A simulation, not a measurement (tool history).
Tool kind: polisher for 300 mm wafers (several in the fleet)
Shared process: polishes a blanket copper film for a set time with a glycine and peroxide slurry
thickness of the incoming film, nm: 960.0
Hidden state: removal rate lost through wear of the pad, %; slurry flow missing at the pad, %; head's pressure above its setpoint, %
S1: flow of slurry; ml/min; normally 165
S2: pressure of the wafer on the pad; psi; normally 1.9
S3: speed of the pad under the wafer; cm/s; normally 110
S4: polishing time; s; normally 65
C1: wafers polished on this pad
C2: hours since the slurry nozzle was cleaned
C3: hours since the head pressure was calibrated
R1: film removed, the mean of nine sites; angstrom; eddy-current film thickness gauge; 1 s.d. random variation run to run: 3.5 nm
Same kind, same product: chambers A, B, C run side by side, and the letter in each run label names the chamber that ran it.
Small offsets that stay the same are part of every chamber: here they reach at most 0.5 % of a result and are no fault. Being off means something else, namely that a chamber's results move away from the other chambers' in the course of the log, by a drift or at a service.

run	hour	S1	S2	S3	S4	C1	C2	C3	R1
# hour 0.8: chamber C: worn pad replaced by a new one
1B	4	165	1.9	110	65	428	136.8	126	3492
2A	9.9	165	1.9	110	65	601	174.8	1102.9	3481.8
3C	14.1	165	1.9	110	65	87	175.4	409.3	3394.5
4A	19.9	165	1.9	110	65	667	184.8	1112.9	3470.8
5C	26.1	165	1.9	110	65	167	187.4	421.3	3473
6B	31.4	165	1.9	110	65	609	164.2	153.4	3495.5
7C	36.7	200	1.9	110	65	237	198	431.9	3592.1
8A	40.7	200	1.9	110	65	805	205.6	1133.7	3539.4
# hour 45.3: chamber A: worn pad replaced by a new one
9B	47.7	200	1.9	110	65	716	180.5	169.7	3575.1
10C	51	165	1.9	110	65	331	212.3	446.2	3404.7
11B	56.3	165	1.9	110	77	773	189.1	178.3	4088.7
12A	59.8	165	1.9	110	77	95	224.7	1152.8	4087.4
13B	65.5	165	1.9	110	77	834	198.3	187.5	4039.5
14A	70.4	165	1.9	110	65	165	235.3	1163.4	3415.7
15C	76.9	165	1.9	110	65	502	238.2	472.1	3478.9
# hour 78.4: chamber B: worn pad replaced by a new one
16C	83.9	165	1.9	110	65	548	245.2	479.1	3446.6
# hour 87.8: chamber C: worn pad replaced by a new one
17B	89.4	165	1.9	110	65	73	222.2	211.4	3406.5
18A	94.1	165	1.9	110	65	322	259	1187.1	3462.1
19C	99.9	165	1.9	110	65	80	261.2	495.1	3437.9
20A	107.1	165	1.9	110	65	408	272	1200.1	3331.2
21B	113.7	165	1.9	110	65	233	246.5	235.7	3532.6
22C	118.9	165	1.9	110	65	205	280.2	514.1	3483.2
23A	125.5	165	1.9	110	65	529	290.4	1218.5	3401
24B	131.8	165	1.9	110	65	353	264.6	253.8	3394.1
25B	136.8	165	1.9	110	65	386	269.6	258.8	3402.9
26A	142.9	165	1.9	110	65	644	307.8	1235.9	3299.3
27C	148	165	1.9	110	65	397	309.3	543.2	3470.7
28C	153.3	165	1.9	110	65	432	314.6	548.5	3406.3
29B	159.9	125	1.7	110	65	538	292.7	281.9	2993.5
# hour 161.8: chamber A: worn pad replaced by a new one
30A	164	125	1.7	110	65	14	328.9	1257	2868.1
# hour 166.6: chamber C: worn pad replaced by a new one
31A	171.1	125	1.7	110	65	61	336	1264.1	2822.1
32C	176.5	165	1.9	110	65	65	337.8	571.7	3468.6
33B	182.3	165	1.9	110	65	686	315.1	304.3	3454.6
34C	188.8	130	2.2	110	65	146	350.1	584	3732
35B	192.7	130	2.2	110	65	755	325.5	314.7	3706
36A	197.9	130	2.2	110	65	238	362.8	1290.9	3431.5
37A	203.4	165	1.9	110	65	274	368.3	1296.4	3144.5
# hour 203.5: chamber A: head pressure recalibrated
38C	210.4	165	1.9	110	65	289	371.7	605.6	3457.7
39B	214.3	165	1.9	110	65	898	347.1	336.3	3418
40A	220.2	185	1.9	110	65	385	385.1	16.8	3208.5
41C	224.5	185	1.9	110	65	382	385.8	619.7	3513.9

Next, all 3 chambers run the settings below, one line each with question marks for the results. What does each chamber give?
42A	229.7	220	1.9	110	65				?
42B	229.7	220	1.9	110	65				?
42C	229.7	220	1.9	110	65				?

run	R1
42A	3278.3
42B	3574.9
42C	3529.7

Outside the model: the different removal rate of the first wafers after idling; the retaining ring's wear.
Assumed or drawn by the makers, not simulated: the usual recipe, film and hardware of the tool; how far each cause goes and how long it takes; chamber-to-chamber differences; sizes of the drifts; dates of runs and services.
